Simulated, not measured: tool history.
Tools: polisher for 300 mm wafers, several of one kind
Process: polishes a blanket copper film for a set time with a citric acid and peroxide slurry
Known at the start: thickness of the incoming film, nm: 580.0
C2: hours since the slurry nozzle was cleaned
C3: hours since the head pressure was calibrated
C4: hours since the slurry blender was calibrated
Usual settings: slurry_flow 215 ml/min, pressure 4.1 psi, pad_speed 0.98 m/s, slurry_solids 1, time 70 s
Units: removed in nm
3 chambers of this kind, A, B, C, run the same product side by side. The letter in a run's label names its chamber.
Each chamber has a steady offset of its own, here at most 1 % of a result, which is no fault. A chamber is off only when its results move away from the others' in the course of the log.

{"run": "1C", "hour": 4.1, "slurry_flow": 215, "pressure": 4.1, "pad_speed": 0.98, "slurry_solids": 1, "time": 70, "wafers polished on this pad": 564, "C2": 213.2, "C3": 115.9, "C4": 168.4, "removed": 174.47}
{"run": "2B", "hour": 7.2, "slurry_flow": 215, "pressure": 4.1, "pad_speed": 0.98, "slurry_solids": 1, "time": 70, "wafers polished on this pad": 1041, "C2": 503.1, "C3": 208, "C4": 214.6, "removed": 174.5}
{"run": "3A", "hour": 10.5, "slurry_flow": 215, "pressure": 4.1, "pad_speed": 0.98, "slurry_solids": 1, "time": 70, "wafers polished on this pad": 298, "C2": 98.2, "C3": 496.3, "C4": 50.8, "removed": 174.45}
{"hour": 13.4, "done": "chamber B: worn pad replaced by a new one"}
{"run": "4B", "hour": 13.9, "slurry_flow": 215, "pressure": 4.1, "pad_speed": 0.98, "slurry_solids": 1, "time": 70, "wafers polished on this pad": 5, "C2": 509.8, "C3": 214.7, "C4": 221.3, "removed": 179.32}
{"run": "5C", "hour": 16.2, "slurry_flow": 215, "pressure": 4.1, "pad_speed": 0.98, "slurry_solids": 1, "time": 70, "wafers polished on this pad": 672, "C2": 225.3, "C3": 128, "C4": 180.5, "removed": 173.48}
{"run": "6A", "hour": 19.3, "slurry_flow": 215, "pressure": 4.1, "pad_speed": 0.98, "slurry_solids": 1, "time": 70, "wafers polished on this pad": 376, "C2": 107, "C3": 505.1, "C4": 59.6, "removed": 172.82}
{"run": "7C", "hour": 21.8, "slurry_flow": 215, "pressure": 4.1, "pad_speed": 0.98, "slurry_solids": 1, "time": 70, "wafers polished on this pad": 722, "C2": 230.9, "C3": 133.6, "C4": 186.1, "removed": 173.12}
{"run": "8A", "hour": 25.8, "slurry_flow": 215, "pressure": 4.1, "pad_speed": 0.98, "slurry_solids": 1, "time": 70, "wafers polished on this pad": 435, "C2": 113.5, "C3": 511.6, "C4": 66.1, "removed": 171.9}
{"run": "9B", "hour": 28.9, "slurry_flow": 215, "pressure": 4.1, "pad_speed": 0.98, "slurry_solids": 1, "time": 59, "wafers polished on this pad": 139, "C2": 524.8, "C3": 229.7, "C4": 236.3, "removed": 144.87}
{"hour": 33.4, "done": "chamber A: worn pad replaced by a new one"}
{"run": "10C", "hour": 33.6, "slurry_flow": 215, "pressure": 4.1, "pad_speed": 0.98, "slurry_solids": 1, "time": 59, "wafers polished on this pad": 828, "C2": 242.7, "C3": 145.4, "C4": 197.9, "removed": 144.21}
{"run": "11A", "hour": 36.9, "slurry_flow": 215, "pressure": 4.1, "pad_speed": 0.98, "slurry_solids": 1, "time": 59, "wafers polished on this pad": 31, "C2": 124.6, "C3": 522.7, "C4": 77.2, "removed": 148.68}
{"run": "12B", "hour": 40.6, "slurry_flow": 215, "pressure": 4.1, "pad_speed": 0.98, "slurry_solids": 1, "time": 70, "wafers polished on this pad": 244, "C2": 536.5, "C3": 241.4, "C4": 248, "removed": 172.31}
{"hour": 42.4, "done": "chamber C: slurry nozzle cleaned"}
{"run": "13C", "hour": 44.1, "slurry_flow": 215, "pressure": 4.1, "pad_speed": 0.98, "slurry_solids": 1, "time": 70, "wafers polished on this pad": 922, "C2": 1.7, "C3": 155.9, "C4": 208.4, "removed": 170.05}
{"run": "14B", "hour": 46.5, "slurry_flow": 215, "pressure": 4.1, "pad_speed": 0.98, "slurry_solids": 1, "time": 70, "wafers polished on this pad": 297, "C2": 542.4, "C3": 247.3, "C4": 253.9, "removed": 173.76}
{"run": "15A", "hour": 50.9, "slurry_flow": 215, "pressure": 4.1, "pad_speed": 0.98, "slurry_solids": 1, "time": 70, "wafers polished on this pad": 157, "C2": 138.6, "C3": 536.7, "C4": 91.2, "removed": 171.88}
{"run": "16A", "hour": 53.0, "slurry_flow": 215, "pressure": 4.1, "pad_speed": 0.98, "slurry_solids": 1, "time": 70, "wafers polished on this pad": 175, "C2": 140.7, "C3": 538.8, "C4": 93.3, "removed": 173.34}
{"run": "17C", "hour": 55.7, "slurry_flow": 215, "pressure": 4.1, "pad_speed": 0.98, "slurry_solids": 1, "time": 70, "wafers polished on this pad": 1026, "C2": 13.3, "C3": 167.5, "C4": 220, "removed": 172.9}
{"run": "18B", "hour": 59.2, "slurry_flow": 215, "pressure": 4.1, "pad_speed": 0.98, "slurry_solids": 1, "time": 70, "wafers polished on this pad": 411, "C2": 555.1, "C3": 260, "C4": 266.6, "removed": 171.76}
{"run": "19C", "hour": 63.4, "slurry_flow": 150, "pressure": 4.1, "pad_speed": 0.98, "slurry_solids": 1, "time": 70, "wafers polished on this pad": 1095, "C2": 21, "C3": 175.2, "C4": 227.7, "removed": 162.86}
{"run": "20A", "hour": 65.8, "slurry_flow": 150, "pressure": 4.1, "pad_speed": 0.98, "slurry_solids": 1, "time": 70, "wafers polished on this pad": 290, "C2": 153.5, "C3": 551.6, "C4": 106.1, "removed": 162.83}
{"run": "21B", "hour": 68.5, "slurry_flow": 150, "pressure": 4.1, "pad_speed": 0.98, "slurry_solids": 1, "time": 70, "wafers polished on this pad": 494, "C2": 564.4, "C3": 269.3, "C4": 275.9, "removed": 168.65}
{"run": "22A", "hour": 70.6, "slurry_flow": 215, "pressure": 4.1, "pad_speed": 0.98, "slurry_solids": 1, "time": 70, "wafers polished on this pad": 333, "C2": 158.3, "C3": 556.4, "C4": 110.9, "removed": 168.58}
{"hour": 71.3, "done": "chamber C: worn pad replaced by a new one"}
{"run": "23C", "hour": 74.6, "slurry_flow": 215, "pressure": 4.1, "pad_speed": 0.98, "slurry_solids": 1, "time": 70, "wafers polished on this pad": 30, "C2": 32.2, "C3": 186.4, "C4": 238.9, "removed": 176.57}
{"run": "24B", "hour": 77.4, "slurry_flow": 215, "pressure": 4.1, "pad_speed": 0.98, "slurry_solids": 1, "time": 70, "wafers polished on this pad": 574, "C2": 573.3, "C3": 278.2, "C4": 284.8, "removed": 174.63}
{"run": "25B", "hour": 79.6, "slurry_flow": 215, "pressure": 4.1, "pad_speed": 0.98, "slurry_solids": 1, "time": 70, "wafers polished on this pad": 593, "C2": 575.5, "C3": 280.4, "C4": 287, "removed": 173.26}
{"run": "26C", "hour": 82.0, "slurry_flow": 215, "pressure": 4.1, "pad_speed": 0.98, "slurry_solids": 1, "time": 70, "wafers polished on this pad": 96, "C2": 39.6, "C3": 193.8, "C4": 246.3, "removed": 174.63}
{"hour": 83.6, "done": "chamber A: worn pad replaced by a new one"}
{"run": "27A", "hour": 85.2, "slurry_flow": 215, "pressure": 4.1, "pad_speed": 0.98, "slurry_solids": 1, "time": 70, "wafers polished on this pad": 15, "C2": 172.9, "C3": 571, "C4": 125.5, "removed": 164.92}
{"run": "28A", "hour": 87.4, "slurry_flow": 215, "pressure": 4.1, "pad_speed": 0.98, "slurry_solids": 1, "time": 70, "wafers polished on this pad": 34, "C2": 175.1, "C3": 573.2, "C4": 127.7, "removed": 167.43}
{"run": "29C", "hour": 90.7, "slurry_flow": 215, "pressure": 4.1, "pad_speed": 0.98, "slurry_solids": 1, "time": 70, "wafers polished on this pad": 174, "C2": 48.3, "C3": 202.5, "C4": 255, "removed": 173.11}
{"run": "30B", "hour": 94.3, "slurry_flow": 215, "pressure": 4.1, "pad_speed": 0.98, "slurry_solids": 1, "time": 70, "wafers polished on this pad": 725, "C2": 590.2, "C3": 295.1, "C4": 301.7, "removed": 168.22}
{"hour": 94.6, "done": "chamber B: head pressure recalibrated"}
{"run": "31B", "hour": 98.9, "slurry_flow": 215, "pressure": 4.1, "pad_speed": 0.98, "slurry_solids": 1, "time": 70, "wafers polished on this pad": 766, "C2": 594.8, "C3": 4.4, "C4": 306.3, "removed": 174.74}
{"run": "32C", "hour": 103.5, "slurry_flow": 215, "pressure": 4.1, "pad_speed": 0.98, "slurry_solids": 1, "time": 70, "wafers polished on this pad": 289, "C2": 61.1, "C3": 215.3, "C4": 267.8, "removed": 173.61}
{"run": "33A", "hour": 107.8, "slurry_flow": 215, "pressure": 4.1, "pad_speed": 0.98, "slurry_solids": 1, "time": 70, "wafers polished on this pad": 217, "C2": 195.5, "C3": 593.6, "C4": 148.1, "removed": 160.92}
{"run": "34B", "hour": 110.6, "slurry_flow": 215, "pressure": 4.1, "pad_speed": 0.98, "slurry_solids": 1, "time": 70, "wafers polished on this pad": 871, "C2": 606.5, "C3": 16.1, "C4": 318, "removed": 171.13}
{"run": "35A", "hour": 115.2, "slurry_flow": 215, "pressure": 4.1, "pad_speed": 0.98, "slurry_solids": 1, "time": 70, "wafers polished on this pad": 283, "C2": 202.9, "C3": 601, "C4": 155.5, "removed": 160.41}
{"run": "36C", "hour": 117.8, "slurry_flow": 215, "pressure": 4.1, "pad_speed": 0.98, "slurry_solids": 1, "time": 70, "wafers polished on this pad": 417, "C2": 75.4, "C3": 229.6, "C4": 282.1, "removed": 171.43}
{"run": "37B", "hour": 122.4, "slurry_flow": 215, "pressure": 4.1, "pad_speed": 0.98, "slurry_solids": 1, "time": 70, "wafers polished on this pad": 977, "C2": 618.3, "C3": 27.9, "C4": 329.8, "removed": 172.23}
{"run": "38C", "hour": 127.0, "slurry_flow": 215, "pressure": 4.1, "pad_speed": 0.98, "slurry_solids": 1, "time": 70, "wafers polished on this pad": 499, "C2": 84.6, "C3": 238.8, "C4": 291.3, "removed": 174.3}
{"run": "39A", "hour": 130.0, "slurry_flow": 215, "pressure": 4.1, "pad_speed": 0.98, "slurry_solids": 1, "time": 70, "wafers polished on this pad": 416, "C2": 217.7, "C3": 615.8, "C4": 170.3, "removed": 157.4}

All 3 chambers run these settings next. Forecast each chamber's results:
{"run": "40A", "hour": 133.3, "slurry_flow": 215, "pressure": 4.1, "pad_speed": 0.98, "slurry_solids": 1, "time": 93, "removed": "?"}
{"run": "40B", "hour": 133.3, "slurry_flow": 215, "pressure": 4.1, "pad_speed": 0.98, "slurry_solids": 1, "time": 93, "removed": "?"}
{"run": "40C", "hour": 133.3, "slurry_flow": 215, "pressure": 4.1, "pad_speed": 0.98, "slurry_solids": 1, "time": 93, "removed": "?"}

run=40A removed=205.83
run=40B removed=232.62
run=40C removed=224.76
